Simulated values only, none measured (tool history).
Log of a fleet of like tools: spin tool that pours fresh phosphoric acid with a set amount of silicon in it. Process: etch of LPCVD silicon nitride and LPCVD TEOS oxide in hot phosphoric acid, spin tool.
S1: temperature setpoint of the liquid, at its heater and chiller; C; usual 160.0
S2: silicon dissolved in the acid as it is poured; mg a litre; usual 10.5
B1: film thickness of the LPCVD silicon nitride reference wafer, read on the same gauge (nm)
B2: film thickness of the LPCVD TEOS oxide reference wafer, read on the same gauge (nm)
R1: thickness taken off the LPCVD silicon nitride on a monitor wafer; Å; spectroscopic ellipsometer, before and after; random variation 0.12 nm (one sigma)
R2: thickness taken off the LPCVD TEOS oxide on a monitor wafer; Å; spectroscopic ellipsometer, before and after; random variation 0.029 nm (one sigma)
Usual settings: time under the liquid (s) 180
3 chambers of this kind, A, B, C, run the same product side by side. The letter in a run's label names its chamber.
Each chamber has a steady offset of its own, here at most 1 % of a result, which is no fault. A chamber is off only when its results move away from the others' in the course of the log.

run 1C day=0.346 | S1=160.0 S2=10.5 time_under_the_liquid_(s)=180 | B1=90.027 B2=40.041 | R1=154.37 R2=7.7700
run 2A day=0.621 | S1=160.0 S2=10.5 time_under_the_liquid_(s)=180 | B1=89.948 B2=40.001 | R1=155.76 R2=8.0014
run 3B day=1.142 | S1=160.0 S2=10.5 time_under_the_liquid_(s)=180 | B1=90.009 B2=39.924 | R1=155.93 R2=8.4858
run 4B day=1.488 | S1=160.0 S2=10.5 time_under_the_liquid_(s)=180 | B1=89.988 B2=40.032 | R1=155.01 R2=7.7483
run 5C day=1.862 | S1=160.0 S2=10.5 time_under_the_liquid_(s)=180 | B1=90.031 B2=39.994 | R1=155.95 R2=8.2923
run 6A day=2.329 | S1=160.0 S2=10.5 time_under_the_liquid_(s)=180 | B1=89.988 B2=39.996 | R1=153.17 R2=7.8966
run 7B day=2.892 | S1=160.0 S2=10.5 time_under_the_liquid_(s)=180 | B1=89.966 B2=40.040 | R1=155.05 R2=7.9121
run 8A day=3.138 | S1=160.0 S2=10.5 time_under_the_liquid_(s)=180 | B1=89.995 B2=40.018 | R1=155.79 R2=7.9783
run 9C day=3.600 | S1=160.0 S2=10.5 time_under_the_liquid_(s)=180 | B1=90.011 B2=40.004 | R1=156.23 R2=8.2384
run 10A day=3.992 | S1=160.0 S2=10.5 time_under_the_liquid_(s)=180 | B1=89.957 B2=39.941 | R1=155.64 R2=7.9868
run 11B day=4.458 | S1=160.0 S2=10.5 time_under_the_liquid_(s)=180 | B1=89.955 B2=40.047 | R1=159.52 R2=8.6258
run 12C day=4.971 | S1=160.0 S2=10.5 time_under_the_liquid_(s)=180 | B1=90.016 B2=39.979 | R1=155.13 R2=7.8092
run 13B day=5.221 | S1=160.0 S2=4.5 time_under_the_liquid_(s)=180 | B1=89.971 B2=39.986 | R1=159.37 R2=9.7756
run 14C day=5.679 | S1=160.0 S2=4.5 time_under_the_liquid_(s)=180 | B1=90.000 B2=40.010 | R1=154.44 R2=9.5443
run 15A day=6.212 | S1=160.0 S2=4.5 time_under_the_liquid_(s)=180 | B1=90.004 B2=39.999 | R1=155.67 R2=9.0077
run 16B day=6.467 | S1=162.5 S2=10.5 time_under_the_liquid_(s)=180 | B1=89.987 B2=39.997 | R1=174.94 R2=10.1450
run 17C day=6.821 | S1=162.5 S2=10.5 time_under_the_liquid_(s)=180 | B1=90.007 B2=39.981 | R1=171.32 R2=8.9432
run 18A day=7.158 | S1=162.5 S2=10.5 time_under_the_liquid_(s)=180 | B1=89.982 B2=39.984 | R1=167.16 R2=9.5537
run 19C day=7.612 | S1=160.0 S2=10.5 time_under_the_liquid_(s)=180 | B1=90.019 B2=39.977 | R1=156.94 R2=8.1066
run 20B day=8.038 | S1=160.0 S2=15.0 time_under_the_liquid_(s)=270 | B1=89.979 B2=39.993 | R1=242.51 R2=11.1310
run 21A day=8.571 | S1=160.0 S2=15.0 time_under_the_liquid_(s)=270 | B1=90.021 B2=39.951 | R1=235.64 R2=10.8030
run 22A day=9.025 | S1=160.0 S2=15.0 time_under_the_liquid_(s)=270 | B1=90.045 B2=39.960 | R1=230.81 R2=10.9440
run 23B day=9.271 | S1=160.0 S2=10.5 time_under_the_liquid_(s)=180 | B1=89.975 B2=39.990 | R1=162.93 R2=9.0673
run 24C day=9.738 | S1=160.0 S2=10.5 time_under_the_liquid_(s)=180 | B1=90.034 B2=39.975 | R1=155.96 R2=8.1955
run 25A day=10.088 | S1=160.0 S2=10.5 time_under_the_liquid_(s)=180 | B1=89.997 B2=39.988 | R1=154.53 R2=7.8146
run 26C day=10.354 | S1=160.0 S2=10.5 time_under_the_liquid_(s)=180 | B1=89.969 B2=40.009 | R1=153.98 R2=8.3017
run 27B day=10.812 | S1=160.0 S2=10.5 time_under_the_liquid_(s)=180 | B1=89.967 B2=40.006 | R1=166.19 R2=9.2898
run 28A day=11.146 | S1=157.5 S2=17.5 time_under_the_liquid_(s)=180 | B1=90.051 B2=40.013 | R1=140.29 R2=5.5158
run 29C day=11.638 | S1=157.5 S2=17.5 time_under_the_liquid_(s)=180 | B1=89.959 B2=39.995 | R1=143.44 R2=5.9155

All 3 chambers run these settings next. Forecast each chamber's results:
run 30A day=12.046 | S1=160.0 S2=10.5 time_under_the_liquid_(s)=180 | R1=? R2=?
run 30B day=12.046 | S1=160.0 S2=10.5 time_under_the_liquid_(s)=180 | R1=? R2=?
run 30C day=12.046 | S1=160.0 S2=10.5 time_under_the_liquid_(s)=180 | R1=? R2=?

run=30A R1=155.37 R2=8.0080
run=30B R1=165.43 R2=9.8873
run=30C R1=153.48 R2=7.7012
